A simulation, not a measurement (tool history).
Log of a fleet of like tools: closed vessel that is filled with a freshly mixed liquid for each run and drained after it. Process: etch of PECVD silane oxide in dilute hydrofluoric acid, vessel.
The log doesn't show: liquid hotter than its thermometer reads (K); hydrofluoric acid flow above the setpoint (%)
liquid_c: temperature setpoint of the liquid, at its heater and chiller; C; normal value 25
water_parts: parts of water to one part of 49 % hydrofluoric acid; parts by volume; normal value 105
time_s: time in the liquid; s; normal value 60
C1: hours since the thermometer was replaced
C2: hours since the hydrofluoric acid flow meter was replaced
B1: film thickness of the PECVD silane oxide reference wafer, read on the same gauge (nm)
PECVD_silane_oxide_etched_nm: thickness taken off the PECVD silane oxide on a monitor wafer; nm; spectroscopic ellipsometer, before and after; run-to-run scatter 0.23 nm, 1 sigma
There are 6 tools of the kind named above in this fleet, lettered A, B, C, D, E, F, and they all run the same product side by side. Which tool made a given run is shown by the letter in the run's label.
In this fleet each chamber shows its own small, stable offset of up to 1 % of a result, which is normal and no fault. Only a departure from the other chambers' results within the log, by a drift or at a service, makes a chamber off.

Run 1E, hour 14.7: usual settings; C1 1831.8; C2 54.7; B1 110.02. Result: PECVD_silane_oxide_etched_nm 29.339 nm.
Run 2F, hour 28.3: usual settings; C1 323.5; C2 1411.4; B1 110. Result: PECVD_silane_oxide_etched_nm 29.582 nm.
Run 3A, hour 39: usual settings; C1 865.3; C2 779.3; B1 110.03. Result: PECVD_silane_oxide_etched_nm 29.217 nm.
Run 4C, hour 52.4: usual settings; C1 1539.1; C2 320.7; B1 110.01. Result: PECVD_silane_oxide_etched_nm 29.369 nm.
Run 5B, hour 62.2: usual settings but water_parts 90 parts by volume; C1 598.1; C2 1554; B1 109.99. Result: PECVD_silane_oxide_etched_nm 34.814 nm.
Run 6D, hour 71.9: usual settings but water_parts 90 parts by volume; C1 625.7; C2 547.3; B1 110.01. Result: PECVD_silane_oxide_etched_nm 34.488 nm.
Run 7C, hour 80.9: usual settings but water_parts 90 parts by volume; C1 1567.6; C2 349.2; B1 110.03. Result: PECVD_silane_oxide_etched_nm 34.909 nm.
Run 8A, hour 89: usual settings but water_parts 90 parts by volume; C1 915.3; C2 829.3; B1 110.06. Result: PECVD_silane_oxide_etched_nm 34.81 nm.
Run 9D, hour 99.7: usual settings but water_parts 90 parts by volume; C1 653.5; C2 575.1; B1 110.01. Result: PECVD_silane_oxide_etched_nm 34.589 nm.
Run 10B, hour 109.7: usual settings but water_parts 90 parts by volume; C1 645.6; C2 1601.5; B1 110.05. Result: PECVD_silane_oxide_etched_nm 34.687 nm.
Run 11E, hour 123.5: usual settings; C1 1940.6; C2 163.5; B1 109.99. Result: PECVD_silane_oxide_etched_nm 28.98 nm.
At hour 132.2: chamber D: hydrofluoric acid flow meter replaced.
Run 12F, hour 132.5: usual settings; C1 427.7; C2 1515.6; B1 110.01. Result: PECVD_silane_oxide_etched_nm 29.745 nm.
At hour 136.2: chamber D: thermometer replaced.
Run 13B, hour 145: usual settings; C1 680.9; C2 1636.8; B1 110.03. Result: PECVD_silane_oxide_etched_nm 29.198 nm.
Run 14E, hour 156.6: usual settings but liquid_c 27.5 C, water_parts 70 parts by volume; C1 1973.7; C2 196.6; B1 109.98. Result: PECVD_silane_oxide_etched_nm 51.17 nm.
Run 15F, hour 164.4: usual settings but liquid_c 27.5 C, water_parts 70 parts by volume; C1 459.6; C2 1547.5; B1 110.01. Result: PECVD_silane_oxide_etched_nm 50.655 nm.
At hour 171.6: chamber A: thermometer replaced.
Run 16A, hour 176.4: usual settings but liquid_c 27.5 C, water_parts 70 parts by volume; C1 4.8; C2 916.7; B1 109.97. Result: PECVD_silane_oxide_etched_nm 50.295 nm.
Run 17C, hour 186: usual settings but liquid_c 27.5 C, water_parts 70 parts by volume; C1 1672.7; C2 454.3; B1 109.99. Result: PECVD_silane_oxide_etched_nm 51.162 nm.
At hour 192: chamber F: hydrofluoric acid flow meter replaced.
Run 18D, hour 196.3: usual settings but liquid_c 27.5 C, water_parts 70 parts by volume; C1 60.2; C2 64.2; B1 109.99. Result: PECVD_silane_oxide_etched_nm 49.832 nm.
Run 19C, hour 203.9: usual settings but liquid_c 27.5 C, water_parts 70 parts by volume; C1 1690.6; C2 472.2; B1 110.01. Result: PECVD_silane_oxide_etched_nm 50.93 nm.
Run 20D, hour 212.4: usual settings; C1 76.3; C2 80.3; B1 110.03. Result: PECVD_silane_oxide_etched_nm 28.79 nm.
Run 21E, hour 224.5: usual settings; C1 2041.6; C2 264.5; B1 109.97. Result: PECVD_silane_oxide_etched_nm 29.168 nm.
At hour 235.2: chamber E: thermometer replaced.
Run 22B, hour 236.4: usual settings; C1 772.3; C2 1728.2; B1 110. Result: PECVD_silane_oxide_etched_nm 29.401 nm.
At hour 242.1: chamber A: hydrofluoric acid flow meter replaced.
Run 23F, hour 251.4: usual settings; C1 546.6; C2 59.4; B1 110.04. Result: PECVD_silane_oxide_etched_nm 29.555 nm.
Run 24A, hour 263.3: usual settings; C1 91.7; C2 21.3; B1 110.01. Result: PECVD_silane_oxide_etched_nm 29.21 nm.
Run 25D, hour 276.6: usual settings; C1 140.5; C2 144.5; B1 110.01. Result: PECVD_silane_oxide_etched_nm 28.881 nm.
Run 26A, hour 284.5: usual settings; C1 112.9; C2 42.5; B1 110.01. Result: PECVD_silane_oxide_etched_nm 29.367 nm.
Run 27B, hour 292.8: usual settings; C1 828.7; C2 1784.6; B1 110.04. Result: PECVD_silane_oxide_etched_nm 29.464 nm.
At hour 303.2: chamber B: thermometer replaced.
Run 28F, hour 307.2: usual settings; C1 602.4; C2 115.2; B1 110. Result: PECVD_silane_oxide_etched_nm 29.463 nm.
Run 29E, hour 320: usual settings; C1 84.8; C2 360; B1 109.98. Result: PECVD_silane_oxide_etched_nm 29.631 nm.
Run 30C, hour 331.7: usual settings; C1 1818.4; C2 600; B1 109.98. Result: PECVD_silane_oxide_etched_nm 28.878 nm.
Run 31D, hour 345.2: usual settings but liquid_c 22.5 C, water_parts 75 parts by volume; C1 209.1; C2 213.1; B1 110.03. Result: PECVD_silane_oxide_etched_nm 38.337 nm.
Run 32C, hour 354.6: usual settings but liquid_c 22.5 C, water_parts 75 parts by volume; C1 1841.3; C2 622.9; B1 109.98. Result: PECVD_silane_oxide_etched_nm 38.879 nm.
Run 33E, hour 369.8: usual settings but liquid_c 22.5 C, water_parts 75 parts by volume; C1 134.6; C2 409.8; B1 109.98. Result: PECVD_silane_oxide_etched_nm 38.285 nm.
Run 34B, hour 380.4: usual settings but liquid_c 22.5 C, water_parts 75 parts by volume; C1 77.2; C2 1872.2; B1 110. Result: PECVD_silane_oxide_etched_nm 38.535 nm.
Run 35F, hour 391.7: usual settings but liquid_c 22.5 C, water_parts 75 parts by volume; C1 686.9; C2 199.7; B1 109.99. Result: PECVD_silane_oxide_etched_nm 39.13 nm.
Run 36A, hour 401.5: usual settings but liquid_c 22.5 C, water_parts 75 parts by volume; C1 229.9; C2 159.5; B1 109.97. Result: PECVD_silane_oxide_etched_nm 37.989 nm.
Run 37B, hour 416.1: usual settings; C1 112.9; C2 1907.9; B1 110.01. Result: PECVD_silane_oxide_etched_nm 29.151 nm.
Run 38E, hour 425.1: usual settings; C1 189.9; C2 465.1; B1 110.03. Result: PECVD_silane_oxide_etched_nm 29.155 nm.
At hour 431.7: chamber C: thermometer replaced.
Run 39A, hour 439.6: usual settings; C1 268; C2 197.6; B1 109.97. Result: PECVD_silane_oxide_etched_nm 28.891 nm.
Run 40C, hour 448.8: usual settings; C1 17.2; C2 717.1; B1 109.99. Result: PECVD_silane_oxide_etched_nm 29.04 nm.

Next, every chamber runs the same settings. What will each give?
Run 41A, hour 460: usual settings. Result: PECVD_silane_oxide_etched_nm ?.
Run 41B, hour 460: usual settings. Result: PECVD_silane_oxide_etched_nm ?.
Run 41C, hour 460: usual settings. Result: PECVD_silane_oxide_etched_nm ?.
Run 41D, hour 460: usual settings. Result: PECVD_silane_oxide_etched_nm ?.
Run 41E, hour 460: usual settings. Result: PECVD_silane_oxide_etched_nm ?.
Run 41F, hour 460: usual settings. Result: PECVD_silane_oxide_etched_nm ?.

run  PECVD_silane_oxide_etched_nm
41A                        29.387
41B                        29.492
41C                        28.788
41D                        29.113
41E                        29.044
41F                        29.624
